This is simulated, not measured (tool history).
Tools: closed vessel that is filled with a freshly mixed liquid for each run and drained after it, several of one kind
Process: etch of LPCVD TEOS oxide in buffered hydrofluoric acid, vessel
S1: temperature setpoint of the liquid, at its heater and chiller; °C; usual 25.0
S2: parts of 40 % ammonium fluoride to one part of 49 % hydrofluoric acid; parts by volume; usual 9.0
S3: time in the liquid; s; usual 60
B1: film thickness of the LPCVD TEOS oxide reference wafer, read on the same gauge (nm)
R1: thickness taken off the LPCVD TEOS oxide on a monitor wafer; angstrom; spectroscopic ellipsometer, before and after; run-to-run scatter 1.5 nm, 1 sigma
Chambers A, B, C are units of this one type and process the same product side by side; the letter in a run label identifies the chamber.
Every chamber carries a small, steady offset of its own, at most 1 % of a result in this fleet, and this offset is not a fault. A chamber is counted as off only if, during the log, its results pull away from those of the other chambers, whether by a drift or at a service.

run    day    S1    S2  S3      B1      R1
 1B  0.221  25.0   9.0  60  119.99  1716.2
 2C  0.371  25.0   9.0  60  120.05  1689.4
 3A  0.562  25.0   9.0  60  120.01  1715.5
 4C  0.733  25.0   9.0  60  120.03  1657.7
 5A  0.954  25.0   9.0  60  120.04  1774.8
 6B  1.183  25.0   9.0  60  120.02  1699.0
 7C  1.371  25.0   9.0  60  120.02  1704.2
 8A  1.521  25.0   9.0  60  120.00  1763.5
 9B  1.675  25.0   9.0  60  120.01  1721.1
10A  1.908  25.0   9.0  60  120.00  1780.8
11C  2.079  25.0   9.0  60  120.02  1705.2
12B  2.192  28.0  12.0  60  120.01  1571.9
13C  2.300  28.0  12.0  60  120.00  1562.8
14A  2.479  28.0  12.0  60  119.95  1646.0
15B  2.592  25.0   9.0  60  120.00  1707.1
16C  2.708  25.0   9.0  60  120.00  1671.9
17B  2.892  25.0   9.0  60  119.99  1715.2
18A  3.079  23.0   9.0  60  120.02  1629.4
19A  3.225  23.0   9.0  60  119.96  1643.4
20C  3.454  23.0   9.0  60  119.98  1526.5
21B  3.642  25.0   9.0  60  120.00  1699.5
22B  3.871  25.0   9.0  60  120.01  1721.7
23A  3.988  25.0   9.0  60  120.04  1846.4
24C  4.162  23.5  11.5  60  120.03  1301.8
25B  4.312  23.5  11.5  60  119.97  1281.4
26A  4.508  23.5  11.5  60  120.03  1411.5
27C  4.683  25.0   9.0  60  120.02  1689.6

Decide between three cases: one chamber stands off from its peers, the gauge reading all wafers drifts, or nothing is wrong past each chamber's small offset. Where a chamber is off, say which and what most likely put it there.

One chamber, A, drifts off from the rest bit by bit.
What lies behind it: liquid hotter than its thermometer reads (K) = 1.54.
From this log alone, it may not be told apart from: hydrofluoric acid flow above the setpoint (%).

Here are 4 candidates for chamber A's next run, each the usual settings with a change, their results left as question marks. Which one brings its results back in line with what the others give on the usual settings?
A result is in line if it is within this distance of the other chambers' mean on the usual settings: R1 52.0 angstrom
28A-1  4.850  24.0  9.5  60       ?
28A-2  4.850  25.5  9.0  65       ?
28A-3  4.850  24.5  9.0  60       ?
28A-4  4.850  25.5  9.0  60       ?

Usual-settings mean across the other chambers: R1 1703.5 angstrom
  run      R1
28A-1  1728.0
28A-2  2100.9
28A-3  1837.1
28A-4  1939.3
It is 28A-1 that realigns the chamber with its peers.
